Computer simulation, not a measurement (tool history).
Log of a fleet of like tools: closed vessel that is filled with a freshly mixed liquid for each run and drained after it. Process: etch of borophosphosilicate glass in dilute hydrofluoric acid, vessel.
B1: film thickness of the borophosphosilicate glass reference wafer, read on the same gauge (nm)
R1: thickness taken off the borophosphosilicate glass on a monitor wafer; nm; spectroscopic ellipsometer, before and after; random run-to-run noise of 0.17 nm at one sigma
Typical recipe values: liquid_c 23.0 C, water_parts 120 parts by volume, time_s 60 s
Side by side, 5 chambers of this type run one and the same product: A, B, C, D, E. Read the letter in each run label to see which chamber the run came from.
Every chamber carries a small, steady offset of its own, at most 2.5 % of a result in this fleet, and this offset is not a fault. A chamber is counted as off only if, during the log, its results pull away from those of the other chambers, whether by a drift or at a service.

{"run": "1B", "hour": 3.9, "liquid_c": 23.0, "water_parts": 120, "time_s": 60, "B1": 119.99, "R1": 25.487}
{"run": "2E", "hour": 6.7, "liquid_c": 23.0, "water_parts": 120, "time_s": 60, "B1": 119.97, "R1": 26.181}
{"run": "3A", "hour": 10.6, "liquid_c": 23.0, "water_parts": 120, "time_s": 60, "B1": 120.02, "R1": 26.352}
{"run": "4C", "hour": 14.1, "liquid_c": 23.0, "water_parts": 120, "time_s": 60, "B1": 120.01, "R1": 26.397}
{"run": "5D", "hour": 18.7, "liquid_c": 23.0, "water_parts": 120, "time_s": 80, "B1": 120.03, "R1": 34.597}
{"run": "6A", "hour": 21.1, "liquid_c": 23.0, "water_parts": 120, "time_s": 80, "B1": 120.01, "R1": 35.016}
{"run": "7B", "hour": 24.7, "liquid_c": 23.0, "water_parts": 120, "time_s": 80, "B1": 120.03, "R1": 34.312}
{"run": "8D", "hour": 27.5, "liquid_c": 23.0, "water_parts": 120, "time_s": 80, "B1": 119.98, "R1": 35.189}
{"run": "9E", "hour": 32.9, "liquid_c": 23.0, "water_parts": 120, "time_s": 80, "B1": 119.99, "R1": 35.226}
{"run": "10C", "hour": 37.7, "liquid_c": 25.5, "water_parts": 120, "time_s": 75, "B1": 120.0, "R1": 36.482}
{"run": "11C", "hour": 40.8, "liquid_c": 25.5, "water_parts": 120, "time_s": 75, "B1": 120.0, "R1": 36.732}
{"run": "12D", "hour": 43.3, "liquid_c": 25.5, "water_parts": 120, "time_s": 75, "B1": 120.02, "R1": 35.768}
{"run": "13A", "hour": 48.9, "liquid_c": 25.5, "water_parts": 120, "time_s": 75, "B1": 119.98, "R1": 36.153}
{"run": "14B", "hour": 51.7, "liquid_c": 25.5, "water_parts": 120, "time_s": 75, "B1": 120.01, "R1": 35.34}
{"run": "15E", "hour": 54.4, "liquid_c": 23.0, "water_parts": 120, "time_s": 60, "B1": 120.01, "R1": 26.426}
{"run": "16E", "hour": 58.0, "liquid_c": 27.5, "water_parts": 120, "time_s": 75, "B1": 120.0, "R1": 38.748}
{"run": "17C", "hour": 60.7, "liquid_c": 27.5, "water_parts": 120, "time_s": 75, "B1": 119.99, "R1": 39.115}
{"run": "18A", "hour": 65.7, "liquid_c": 27.5, "water_parts": 120, "time_s": 75, "B1": 120.01, "R1": 39.184}
{"run": "19B", "hour": 68.8, "liquid_c": 27.5, "water_parts": 120, "time_s": 75, "B1": 119.97, "R1": 37.896}
{"run": "20D", "hour": 71.7, "liquid_c": 27.5, "water_parts": 120, "time_s": 75, "B1": 119.99, "R1": 38.776}
{"run": "21D", "hour": 76.0, "liquid_c": 23.0, "water_parts": 120, "time_s": 60, "B1": 120.0, "R1": 26.388}
{"run": "22E", "hour": 79.2, "liquid_c": 23.0, "water_parts": 120, "time_s": 60, "B1": 119.99, "R1": 26.715}
{"run": "23B", "hour": 84.8, "liquid_c": 23.0, "water_parts": 120, "time_s": 60, "B1": 120.01, "R1": 25.415}
{"run": "24A", "hour": 88.8, "liquid_c": 23.0, "water_parts": 120, "time_s": 60, "B1": 119.97, "R1": 26.148}
{"run": "25C", "hour": 94.2, "liquid_c": 23.0, "water_parts": 120, "time_s": 60, "B1": 119.99, "R1": 26.01}
{"run": "26C", "hour": 97.8, "liquid_c": 23.0, "water_parts": 120, "time_s": 60, "B1": 120.0, "R1": 26.632}
{"run": "27D", "hour": 102.8, "liquid_c": 23.0, "water_parts": 120, "time_s": 60, "B1": 119.97, "R1": 26.0}
{"run": "28E", "hour": 105.6, "liquid_c": 23.0, "water_parts": 120, "time_s": 60, "B1": 120.02, "R1": 27.05}
{"run": "29B", "hour": 110.9, "liquid_c": 23.0, "water_parts": 120, "time_s": 60, "B1": 120.0, "R1": 25.638}
{"run": "30A", "hour": 113.4, "liquid_c": 26.0, "water_parts": 165, "time_s": 60, "B1": 120.0, "R1": 20.373}
{"run": "31A", "hour": 115.9, "liquid_c": 26.0, "water_parts": 165, "time_s": 60, "B1": 119.97, "R1": 20.479}
{"run": "32C", "hour": 119.0, "liquid_c": 26.0, "water_parts": 165, "time_s": 60, "B1": 120.01, "R1": 20.126}
{"run": "33B", "hour": 123.8, "liquid_c": 26.0, "water_parts": 165, "time_s": 60, "B1": 119.99, "R1": 20.068}
{"run": "34E", "hour": 127.4, "liquid_c": 26.0, "water_parts": 165, "time_s": 60, "B1": 119.98, "R1": 20.855}
{"run": "35D", "hour": 131.2, "liquid_c": 23.0, "water_parts": 120, "time_s": 60, "B1": 120.02, "R1": 26.315}
{"run": "36A", "hour": 135.8, "liquid_c": 23.0, "water_parts": 120, "time_s": 60, "B1": 120.0, "R1": 26.45}
{"run": "37D", "hour": 138.9, "liquid_c": 23.0, "water_parts": 120, "time_s": 60, "B1": 120.02, "R1": 26.096}

Next, every chamber runs the same settings. What will each give?
{"run": "38A", "hour": 143.0, "liquid_c": 23.0, "water_parts": 120, "time_s": 60, "R1": "?"}
{"run": "38B", "hour": 143.0, "liquid_c": 23.0, "water_parts": 120, "time_s": 60, "R1": "?"}
{"run": "38C", "hour": 143.0, "liquid_c": 23.0, "water_parts": 120, "time_s": 60, "R1": "?"}
{"run": "38D", "hour": 143.0, "liquid_c": 23.0, "water_parts": 120, "time_s": 60, "R1": "?"}
{"run": "38E", "hour": 143.0, "liquid_c": 23.0, "water_parts": 120, "time_s": 60, "R1": "?"}

run=38A R1=26.210
run=38B R1=25.541
run=38C R1=26.509
run=38D R1=26.275
run=38E R1=27.256

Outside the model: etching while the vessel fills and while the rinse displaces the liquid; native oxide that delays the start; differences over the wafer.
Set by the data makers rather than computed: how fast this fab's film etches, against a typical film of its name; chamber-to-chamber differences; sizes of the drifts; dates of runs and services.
